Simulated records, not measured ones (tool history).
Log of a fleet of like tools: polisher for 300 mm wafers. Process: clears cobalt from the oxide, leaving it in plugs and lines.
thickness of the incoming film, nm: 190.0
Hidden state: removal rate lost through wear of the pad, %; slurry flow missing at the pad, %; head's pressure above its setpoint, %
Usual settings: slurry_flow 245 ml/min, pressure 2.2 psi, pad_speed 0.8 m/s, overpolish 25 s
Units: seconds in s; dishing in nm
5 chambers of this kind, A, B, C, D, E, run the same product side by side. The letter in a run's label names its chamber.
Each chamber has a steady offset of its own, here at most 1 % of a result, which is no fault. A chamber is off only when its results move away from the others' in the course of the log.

run,day,slurry_flow,pressure,pad_speed,overpolish,wafers polished on this pad,hours since the slurry nozzle was cleaned,hours since the head pressure was calibrated,seconds,dishing
# day 0.038: chamber C: worn pad replaced by a new one
1E,0.171,245,2.2,0.8,25,119,73.1,141.2,44.699,56.042
2D,0.379,245,2.2,0.8,25,277,12.6,361.2,44.426,54.892
3B,0.642,245,2.2,0.8,25,151,153.2,921.2,43.095,55.614
4C,0.858,245,2.2,0.8,25,180,425.6,194.3,43.17,54.327
5A,1.088,245,2.2,0.8,25,680,182.2,195.3,43.2,54.588
6A,1.233,245,2.2,0.8,25,712,185.7,198.8,42.523,53.657
7E,1.429,245,2.2,0.8,25,396,103.3,171.4,44.189,57.084
8D,1.621,245,2.2,0.8,25,550,42.4,391,43.644,55.896
9B,1.838,245,1.9,0.94,25,414,181.9,949.9,43.363,54.652
# day 2.004: chamber B: head pressure recalibrated
10C,2.075,245,1.9,0.94,25,448,454.8,223.5,43.083,56.649
# day 2.196: chamber E: worn pad replaced by a new one
11D,2.254,245,1.9,0.94,25,689,57.6,406.2,42.476,55.552
12B,2.5,245,1.9,0.94,25,559,197.8,11.9,42.997,54.644
13E,2.754,245,1.9,0.94,25,123,135.1,203.2,42.878,54.517
# day 2.817: chamber A: worn pad replaced by a new one
14C,2.921,245,2.2,0.8,25,634,475.1,243.8,42.592,53.717
15A,3.096,245,2.2,0.8,25,61,230.4,243.5,42.573,54.585
16D,3.35,245,2.2,0.8,25,930,83.9,432.5,42.87,54.153
17E,3.492,245,2.2,0.8,25,285,152.8,220.9,43.966,55.158
18C,3.629,245,2.2,0.8,25,789,492.1,260.8,43.003,56.903
19A,3.762,245,2.2,0.8,25,208,246.4,259.5,44.098,54.781
20B,3.929,245,2.2,0.8,25,873,232.1,46.2,43.939,53.048
21A,4.183,245,3,0.8,25,300,256.5,269.6,31.369,63.594
22C,4.446,245,3,0.8,25,969,511.7,280.4,31.263,61.784
# day 4.525: chamber D: worn pad replaced by a new one
23B,4.717,245,3,0.8,25,1047,251,65.1,31.589,60.859
# day 4.792: chamber E: worn pad replaced by a new one
24D,4.929,245,3,0.8,25,89,121.8,470.4,32.153,62.413
25E,5.162,245,3,0.8,25,82,192.9,261,31.926,60.057
26A,5.283,245,2.2,0.8,25,542,282.9,296,43.218,55.208
27C,5.558,245,2.2,0.8,25,1214,538.4,307.1,43.616,54.817
28E,5.75,245,2.2,0.8,25,211,207,275.1,43.385,55.61
29B,5.979,245,2.2,0.8,25,1324,281.3,95.4,44.16,56.045
30D,6.162,245,2.2,0.8,25,360,151.4,500,45.171,55.726
# day 6.246: chamber C: worn pad replaced by a new one
31A,6.296,245,2.2,0.8,25,764,307.2,320.3,43.6,55.124
32C,6.425,245,2.2,0.8,25,40,559.2,327.9,41.895,55.439
33D,6.546,290,2.2,0.8,25,445,160.6,509.2,42.618,56.778
# day 6.571: chamber B: slurry nozzle cleaned
34E,6.7,290,2.2,0.8,25,420,229.8,297.9,43.556,54.723
35B,6.962,290,2.2,0.8,25,1540,9.4,119,42.102,55.073
# day 6.983: chamber B: worn pad replaced by a new one
36E,7.208,290,2.2,0.8,25,532,242,310.1,43.839,57.269
37B,7.429,290,2.2,0.8,25,98,20.6,130.2,43.671,56.466
38A,7.692,245,2.2,0.8,25,1071,340.7,353.8,43.821,55.229
39D,7.812,245,2.2,0.8,25,723,191,539.6,44.02,56.007

Is one chamber off against the others, does the gauge drift, or is nothing wrong? If a chamber is off, say which, and what the likeliest cause is.

No chamber stands off beyond its own small offset, and the gauge holds steady.

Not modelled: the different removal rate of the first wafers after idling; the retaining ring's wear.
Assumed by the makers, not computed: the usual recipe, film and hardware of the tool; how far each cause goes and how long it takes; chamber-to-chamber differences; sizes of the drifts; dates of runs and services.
